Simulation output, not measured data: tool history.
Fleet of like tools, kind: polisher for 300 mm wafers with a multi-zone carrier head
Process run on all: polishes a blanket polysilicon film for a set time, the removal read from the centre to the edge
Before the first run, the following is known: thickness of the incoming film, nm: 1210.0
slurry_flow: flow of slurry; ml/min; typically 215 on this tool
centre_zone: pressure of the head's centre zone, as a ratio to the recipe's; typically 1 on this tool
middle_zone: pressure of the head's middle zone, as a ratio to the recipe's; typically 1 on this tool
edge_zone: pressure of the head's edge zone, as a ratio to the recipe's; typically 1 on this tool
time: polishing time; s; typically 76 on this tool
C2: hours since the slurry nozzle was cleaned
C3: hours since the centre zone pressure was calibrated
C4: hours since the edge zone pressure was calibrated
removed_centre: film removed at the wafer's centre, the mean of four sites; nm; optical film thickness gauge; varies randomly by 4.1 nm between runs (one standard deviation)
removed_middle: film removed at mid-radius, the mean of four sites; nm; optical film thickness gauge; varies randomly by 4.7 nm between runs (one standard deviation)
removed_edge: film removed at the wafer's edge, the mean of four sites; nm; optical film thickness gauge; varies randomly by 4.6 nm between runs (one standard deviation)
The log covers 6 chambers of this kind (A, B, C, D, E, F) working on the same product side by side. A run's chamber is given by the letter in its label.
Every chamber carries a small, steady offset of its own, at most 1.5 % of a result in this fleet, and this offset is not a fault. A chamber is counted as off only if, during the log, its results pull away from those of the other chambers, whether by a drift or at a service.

-- hour=0.9 chamber B: worn pad replaced by a new one
run 1A hour=6.3 | slurry_flow=215 centre_zone=1 middle_zone=1 edge_zone=1 time=76 | wafers_polished_on_this_pad=219 C2=217.4 C3=734 C4=827.7 | removed_centre=352.97 removed_middle=347.4 removed_edge=367.04
run 2D hour=14.1 | slurry_flow=215 centre_zone=1 middle_zone=1 edge_zone=1 time=76 | wafers_polished_on_this_pad=306 C2=623.6 C3=720.9 C4=363.9 | removed_centre=359.83 removed_middle=359.13 removed_edge=357.3
run 3C hour=18.8 | slurry_flow=215 centre_zone=1 middle_zone=1 edge_zone=1 time=76 | wafers_polished_on_this_pad=739 C2=209.4 C3=617.7 C4=518.7 | removed_centre=355.03 removed_middle=359.43 removed_edge=372.3
-- hour=22.7 chamber A: edge zone pressure recalibrated
run 4E hour=22.8 | slurry_flow=215 centre_zone=1 middle_zone=1 edge_zone=1 time=76 | wafers_polished_on_this_pad=348 C2=395.7 C3=171.4 C4=875.2 | removed_centre=357.48 removed_middle=349.1 removed_edge=349.43
run 5F hour=26.6 | slurry_flow=215 centre_zone=1 middle_zone=1 edge_zone=1 time=76 | wafers_polished_on_this_pad=673 C2=168.5 C3=203.1 C4=1222.8 | removed_centre=354.57 removed_middle=355.11 removed_edge=355.67
run 6B hour=32.1 | slurry_flow=215 centre_zone=1 middle_zone=1 edge_zone=1 time=76 | wafers_polished_on_this_pad=309 C2=45.8 C3=1297.6 C4=290.1 | removed_centre=363.9 removed_middle=358.06 removed_edge=358.38
run 7D hour=36.2 | slurry_flow=215 centre_zone=1 middle_zone=1 edge_zone=1 time=76 | wafers_polished_on_this_pad=525 C2=645.7 C3=743 C4=386 | removed_centre=360.39 removed_middle=358.17 removed_edge=348.24
-- hour=39.1 chamber C: worn pad replaced by a new one
-- hour=41.8 chamber E: edge zone pressure recalibrated
run 8C hour=42.2 | slurry_flow=215 centre_zone=1 middle_zone=1 edge_zone=1 time=76 | wafers_polished_on_this_pad=30 C2=232.8 C3=641.1 C4=542.1 | removed_centre=346.17 removed_middle=353.11 removed_edge=365.66
-- hour=44.5 chamber E: worn pad replaced by a new one
run 9E hour=48.8 | slurry_flow=215 centre_zone=1 middle_zone=1 edge_zone=1 time=76 | wafers_polished_on_this_pad=42 C2=421.7 C3=197.4 C4=7 | removed_centre=349.96 removed_middle=359.88 removed_edge=351.8
-- hour=50.4 chamber F: worn pad replaced by a new one
run 10F hour=55.4 | slurry_flow=215 centre_zone=1 middle_zone=1 edge_zone=1 time=76 | wafers_polished_on_this_pad=49 C2=197.3 C3=231.9 C4=1251.6 | removed_centre=360.06 removed_middle=357.92 removed_edge=355.64
-- hour=61.6 chamber D: worn pad replaced by a new one
run 11A hour=61.7 | slurry_flow=215 centre_zone=1 middle_zone=1 edge_zone=1 time=76 | wafers_polished_on_this_pad=767 C2=272.8 C3=789.4 C4=39 | removed_centre=356.44 removed_middle=361.36 removed_edge=367.86
-- hour=65.6 chamber F: edge zone pressure recalibrated
run 12B hour=65.7 | slurry_flow=215 centre_zone=1 middle_zone=1 edge_zone=1 time=76 | wafers_polished_on_this_pad=641 C2=79.4 C3=1331.2 C4=323.7 | removed_centre=361.68 removed_middle=362.89 removed_edge=351.64
-- hour=70.1 chamber D: centre zone pressure recalibrated
run 13C hour=73 | slurry_flow=215 centre_zone=1 middle_zone=1 edge_zone=1 time=76 | wafers_polished_on_this_pad=335 C2=263.6 C3=671.9 C4=572.9 | removed_centre=360.99 removed_middle=356.45 removed_edge=361.83
-- hour=74.9 chamber B: worn pad replaced by a new one
run 14E hour=76.6 | slurry_flow=215 centre_zone=1 middle_zone=1 edge_zone=1 time=93 | wafers_polished_on_this_pad=317 C2=449.5 C3=225.2 C4=34.8 | removed_centre=438.71 removed_middle=439.02 removed_edge=436.15
run 15B hour=80.7 | slurry_flow=215 centre_zone=1 middle_zone=1 edge_zone=1 time=93 | wafers_polished_on_this_pad=57 C2=94.4 C3=1346.2 C4=338.7 | removed_centre=434.18 removed_middle=431.85 removed_edge=433.77
run 16A hour=86.6 | slurry_flow=215 centre_zone=1 middle_zone=1 edge_zone=1 time=93 | wafers_polished_on_this_pad=1014 C2=297.7 C3=814.3 C4=63.9 | removed_centre=430 removed_middle=432.83 removed_edge=441.63
-- hour=92.6 chamber A: worn pad replaced by a new one
run 17F hour=93.9 | slurry_flow=215 centre_zone=1 middle_zone=1 edge_zone=1 time=93 | wafers_polished_on_this_pad=430 C2=235.8 C3=270.4 C4=28.3 | removed_centre=438.96 removed_middle=437.47 removed_edge=422.43
run 18D hour=99.5 | slurry_flow=215 centre_zone=1 middle_zone=1 edge_zone=1 time=93 | wafers_polished_on_this_pad=375 C2=709 C3=29.5 C4=449.3 | removed_centre=443.52 removed_middle=447.35 removed_edge=439.83
-- hour=100.9 chamber E: worn pad replaced by a new one
-- hour=105.7 chamber D: slurry nozzle cleaned
run 19D hour=106.3 | slurry_flow=215 centre_zone=1 middle_zone=1 edge_zone=1 time=93 | wafers_polished_on_this_pad=442 C2=0.6 C3=36.3 C4=456.1 | removed_centre=441.25 removed_middle=450.68 removed_edge=430.44
-- hour=108.6 chamber C: slurry nozzle cleaned
-- hour=110.2 chamber F: centre zone pressure recalibrated
-- hour=112.4 chamber A: slurry nozzle cleaned
run 20A hour=114.2 | slurry_flow=215 centre_zone=1 middle_zone=1 edge_zone=1 time=76 | wafers_polished_on_this_pad=214 C2=1.8 C3=841.9 C4=91.5 | removed_centre=355.18 removed_middle=362.18 removed_edge=352.91
-- hour=119.7 chamber B: centre zone pressure recalibrated
run 21E hour=122.4 | slurry_flow=215 centre_zone=1 middle_zone=1 edge_zone=1 time=76 | wafers_polished_on_this_pad=213 C2=495.3 C3=271 C4=80.6 | removed_centre=350.22 removed_middle=360.31 removed_edge=364.89
-- hour=128.4 chamber C: worn pad replaced by a new one
run 22F hour=129 | slurry_flow=215 centre_zone=1 middle_zone=1 edge_zone=1 time=76 | wafers_polished_on_this_pad=777 C2=270.9 C3=18.8 C4=63.4 | removed_centre=353.77 removed_middle=368.47 removed_edge=346.82
-- hour=130.2 chamber F: worn pad replaced by a new one
-- hour=133.3 chamber D: worn pad replaced by a new one
run 23C hour=134 | slurry_flow=215 centre_zone=1 middle_zone=1 edge_zone=1 time=76 | wafers_polished_on_this_pad=55 C2=25.4 C3=732.9 C4=633.9 | removed_centre=337.79 removed_middle=346.35 removed_edge=355.78
-- hour=135.1 chamber B: worn pad replaced by a new one
run 24B hour=138.9 | slurry_flow=215 centre_zone=1 middle_zone=1 edge_zone=1 time=76 | wafers_polished_on_this_pad=38 C2=152.6 C3=19.3 C4=396.9 | removed_centre=354.16 removed_middle=349.84 removed_edge=363.43
run 25B hour=146.2 | slurry_flow=215 centre_zone=1 middle_zone=1 edge_zone=1 time=76 | wafers_polished_on_this_pad=110 C2=159.9 C3=26.6 C4=404.2 | removed_centre=356.96 removed_middle=357.05 removed_edge=353.6
run 26A hour=153.6 | slurry_flow=215 centre_zone=1 middle_zone=1 edge_zone=1 time=76 | wafers_polished_on_this_pad=604 C2=41.2 C3=881.3 C4=130.9 | removed_centre=358.3 removed_middle=353.36 removed_edge=362.75
-- hour=157.9 chamber E: worn pad replaced by a new one
run 27C hour=159.5 | slurry_flow=215 centre_zone=1 middle_zone=1 edge_zone=1 time=76 | wafers_polished_on_this_pad=308 C2=50.9 C3=758.4 C4=659.4 | removed_centre=325.29 removed_middle=352.87 removed_edge=368.36
run 28E hour=163.7 | slurry_flow=215 centre_zone=1 middle_zone=1 edge_zone=1 time=76 | wafers_polished_on_this_pad=57 C2=536.6 C3=312.3 C4=121.9 | removed_centre=359.88 removed_middle=349.15 removed_edge=356.48
run 29D hour=168.5 | slurry_flow=215 centre_zone=1 middle_zone=1 edge_zone=1 time=76 | wafers_polished_on_this_pad=348 C2=62.8 C3=98.5 C4=518.3 | removed_centre=362.3 removed_middle=362.22 removed_edge=358.35
run 30F hour=176.2 | slurry_flow=215 centre_zone=1 middle_zone=1 edge_zone=1 time=76 | wafers_polished_on_this_pad=455 C2=318.1 C3=66 C4=110.6 | removed_centre=353.52 removed_middle=359.27 removed_edge=352.83
run 31E hour=183.5 | slurry_flow=215 centre_zone=1.07 middle_zone=1 edge_zone=1 time=95 | wafers_polished_on_this_pad=253 C2=556.4 C3=332.1 C4=141.7 | removed_centre=469.77 removed_middle=452.69 removed_edge=449.78
run 32B hour=187.6 | slurry_flow=215 centre_zone=1.07 middle_zone=1 edge_zone=1 time=95 | wafers_polished_on_this_pad=520 C2=201.3 C3=68 C4=445.6 | removed_centre=466.84 removed_middle=445.24 removed_edge=446.87
run 33F hour=194.5 | slurry_flow=215 centre_zone=1.07 middle_zone=1 edge_zone=1 time=95 | wafers_polished_on_this_pad=636 C2=336.4 C3=84.3 C4=128.9 | removed_centre=490.16 removed_middle=449.79 removed_edge=442.68
-- hour=199.7 chamber A: worn pad replaced by a new one
run 34C hour=199.8 | slurry_flow=215 centre_zone=1.07 middle_zone=1 edge_zone=1 time=95 | wafers_polished_on_this_pad=707 C2=91.2 C3=798.7 C4=699.7 | removed_centre=425.99 removed_middle=451.87 removed_edge=448.92
-- hour=200.7 chamber D: worn pad replaced by a new one
run 35D hour=204.7 | slurry_flow=215 centre_zone=1.07 middle_zone=1 edge_zone=1 time=95 | wafers_polished_on_this_pad=39 C2=99 C3=134.7 C4=554.5 | removed_centre=478.23 removed_middle=452.41 removed_edge=452.78
run 36A hour=210.1 | slurry_flow=215 centre_zone=1.07 middle_zone=1 edge_zone=1 time=95 | wafers_polished_on_this_pad=103 C2=97.7 C3=937.8 C4=187.4 | removed_centre=478.54 removed_middle=447.94 removed_edge=453.72
-- hour=217.9 chamber F: worn pad replaced by a new one
run 37A hour=217.9 | slurry_flow=215 centre_zone=1 middle_zone=1 edge_zone=1 time=76 | wafers_polished_on_this_pad=180 C2=105.5 C3=945.6 C4=195.2 | removed_centre=357.14 removed_middle=356.98 removed_edge=358.04
run 38F hour=224 | slurry_flow=215 centre_zone=1 middle_zone=1 edge_zone=1 time=76 | wafers_polished_on_this_pad=60 C2=365.9 C3=113.8 C4=158.4 | removed_centre=358.3 removed_middle=361.74 removed_edge=351.81

All chambers now run identical settings, listed one chamber a line with results as question marks. What results will each chamber show?
run 39A hour=230 | slurry_flow=215 centre_zone=1 middle_zone=1 edge_zone=0.91 time=76 | removed_centre=? removed_middle=? removed_edge=?
run 39B hour=230 | slurry_flow=215 centre_zone=1 middle_zone=1 edge_zone=0.91 time=76 | removed_centre=? removed_middle=? removed_edge=?
run 39C hour=230 | slurry_flow=215 centre_zone=1 middle_zone=1 edge_zone=0.91 time=76 | removed_centre=? removed_middle=? removed_edge=?
run 39D hour=230 | slurry_flow=215 centre_zone=1 middle_zone=1 edge_zone=0.91 time=76 | removed_centre=? removed_middle=? removed_edge=?
run 39E hour=230 | slurry_flow=215 centre_zone=1 middle_zone=1 edge_zone=0.91 time=76 | removed_centre=? removed_middle=? removed_edge=?
run 39F hour=230 | slurry_flow=215 centre_zone=1 middle_zone=1 edge_zone=0.91 time=76 | removed_centre=? removed_middle=? removed_edge=?

run=39A removed_centre=353.33 removed_middle=365.19 removed_edge=341.82
run=39B removed_centre=346.63 removed_middle=355.92 removed_edge=333.67
run=39C removed_centre=302.55 removed_middle=353.44 removed_edge=343.5
run=39D removed_centre=359.49 removed_middle=364.62 removed_edge=335.41
run=39E removed_centre=356.87 removed_middle=360.93 removed_edge=338.8
run=39F removed_centre=353.94 removed_middle=370.16 removed_edge=334.63
